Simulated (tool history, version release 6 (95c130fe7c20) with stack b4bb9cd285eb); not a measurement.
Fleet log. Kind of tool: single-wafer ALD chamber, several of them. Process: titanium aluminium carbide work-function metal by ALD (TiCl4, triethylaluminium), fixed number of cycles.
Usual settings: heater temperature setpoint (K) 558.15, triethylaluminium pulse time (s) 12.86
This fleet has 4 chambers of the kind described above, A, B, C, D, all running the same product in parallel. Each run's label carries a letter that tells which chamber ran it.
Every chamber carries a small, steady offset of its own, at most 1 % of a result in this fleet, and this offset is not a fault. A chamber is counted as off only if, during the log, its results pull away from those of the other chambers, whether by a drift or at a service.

run    day  heater temperature setpoint (K)  triethylaluminium pulse time (s)  hours since the last thermocouple change  hours since the last triethylaluminium bottle change  read-back reference wafer on the same gauge, thickness_nm  mean film thickness on the monitor wafer (Å)
 1A  0.179                           558.15                             12.86                                       141                                                 571.7                                                     1.9812                                        19.119
 2C  0.325                           558.15                             12.86                                    1701.9                                                 539.7                                                     1.9795                                        19.107
 3B  0.479                           558.15                             12.86                                    1490.7                                                 328.7                                                     1.9788                                        19.095
 4D   0.65                           558.15                             12.86                                     822.9                                                 615.9                                                     1.9793                                         18.96
 5B  0.829                           558.15                             12.86                                    1499.1                                                 337.1                                                     1.9809                                        19.097
 6D  0.996                           558.15                             12.86                                     831.2                                                 624.2                                                     1.9799                                        18.986
 7C  1.129                           558.15                             12.86                                    1721.2                                                   559                                                     1.9807                                        19.073
 8A  1.262                           558.15                             12.86                                       167                                                 597.7                                                     1.9796                                        19.264
 9B   1.35                           558.15                             12.86                                    1511.6                                                 349.6                                                     1.9808                                        19.178
10C  1.508                           558.15                             12.86                                    1730.3                                                 568.1                                                     1.9801                                        19.006
11D  1.671                           558.15                             12.86                                     847.4                                                 640.4                                                     1.9809                                         18.88
12A  1.788                           558.15                             12.86                                     179.6                                                 610.3                                                     1.9791                                        19.158
13D  1.938                           558.15                             12.86                                     853.8                                                 646.8                                                     1.9807                                        18.866
14B  2.075                           558.15                             12.86                                      1529                                                   367                                                     1.9797                                        19.162
15A  2.271                           558.15                             12.86                                     191.2                                                 621.9                                                     1.9797                                        19.201
16C   2.45                           558.15                             12.86                                    1752.9                                                 590.7                                                       1.98                                        18.977
17B  2.583                           558.15                             12.86                                    1541.2                                                 379.2                                                     1.9809                                         19.08
18A  2.758                           558.15                             12.86                                     202.9                                                 633.6                                                     1.9799                                        19.169
19D  2.904                           558.15                              9.57                                       877                                                   670                                                     1.9802                                        18.474
20C  3.021                           558.15                              9.57                                    1766.6                                                 604.4                                                     1.9781                                        18.662
     3.054  -- chamber C: triethylaluminium bottle replaced
21A  3.192                           558.15                              9.57                                     213.3                                                   644                                                     1.9789                                        18.696
22D  3.283                           558.15                              9.57                                     886.1                                                 679.1                                                     1.9806                                        18.466
23B  3.467                           558.15                             12.86                                    1562.4                                                 400.4                                                     1.9795                                         19.03
24C   3.65                           558.15                             12.86                                    1781.7                                                  14.3                                                     1.9809                                        19.074
25D  3.833                           546.15                             12.86                                     899.3                                                 692.3                                                     1.9821                                         17.92
26B  3.967                           546.15                             12.86                                    1574.4                                                 412.4                                                     1.9812                                        18.062
27C  4.067                           546.15                             12.86                                    1791.7                                                  24.3                                                     1.9806                                        17.956
28A  4.262                           546.15                             12.86                                       239                                                 669.7                                                     1.9785                                        18.148
29D  4.458                           558.15                             12.86                                     914.3                                                 707.3                                                     1.9795                                        18.912
30A  4.617                           553.15                             15.67                                     247.5                                                 678.2                                                     1.9802                                        18.944
31C  4.733                           553.15                             15.67                                    1807.7                                                  40.3                                                     1.9802                                        18.824
32B  4.896                           553.15                             15.67                                    1596.7                                                 434.7                                                     1.9797                                        18.719
33D  5.008                           553.15                             15.67                                     927.5                                                 720.5                                                     1.9803                                        18.621
34B  5.208                           558.15                             12.86                                    1604.2                                                 442.2                                                     1.9806                                        18.897
35C  5.358                           558.15                             12.86                                    1822.7                                                  55.3                                                     1.9804                                        19.092
36A  5.488                           558.15                             12.86                                     268.4                                                 699.1                                                     1.9805                                        19.209
37A  5.629                           558.15                             12.86                                     271.8                                                 702.5                                                     1.9809                                        19.149
     5.638  -- chamber D: triethylaluminium bottle replaced
38D  5.775                           558.15                             12.86                                     945.9                                                   3.4                                                       1.98                                        18.904
39C  5.958                           546.15                             10.78                                    1837.1                                                  69.7                                                      1.979                                        17.815
40B    6.1                           546.15                             10.78                                    1625.6                                                 463.6                                                     1.9803                                        17.355
41C  6.296                           546.15                             10.78                                    1845.2                                                  77.8                                                     1.9797                                         17.97
42D  6.396                           546.15                             10.78                                     960.8                                                  18.3                                                     1.9797                                        17.627
43A  6.525                           558.15                             12.86                                     293.3                                                   724                                                     1.9795                                        19.227
44B  6.642                           558.15                             12.86                                    1638.6                                                 476.6                                                     1.9801                                         18.69

Is one chamber out of step, is the gauge drifting, or do the chambers differ by no more than their own small offsets? For an off chamber, give its letter and the likeliest cause.

It is chamber B that slowly wanders off from its peers.
Most likely cause: triethylaluminium dose below that of a fresh bottle (%) = 23.6.
Not necessarily distinguishable in this log from: wafer temperature below the value expected at the setpoint (K).

Which of the 4 candidates below, each the usual settings with something changed and its results left as question marks, puts chamber B back in line with what the other chambers give on the usual settings?
Maximum distance from the other chambers' mean on the usual settings for a result to count as in line: mean film thickness on the monitor wafer (Å) 0.19
45B-1  6.788                           550.15                             12.86                                                                                                                                                                                                        ?
45B-2  6.788                           558.15                             15.21                                                                                                                                                                                                        ?
45B-3  6.788                           555.15                             12.27                                                                                                                                                                                                        ?
45B-4  6.788                           566.15                             12.86                                                                                                                                                                                                        ?

On the usual settings, the other chambers give on average: mean film thickness on the monitor wafer (Å) 19.074
  run  mean film thickness on the monitor wafer (Å)
45B-1                                        18.019
45B-2                                        18.993
45B-3                                        18.344
45B-4                                        19.396
45B-2 brings the chamber back in line.
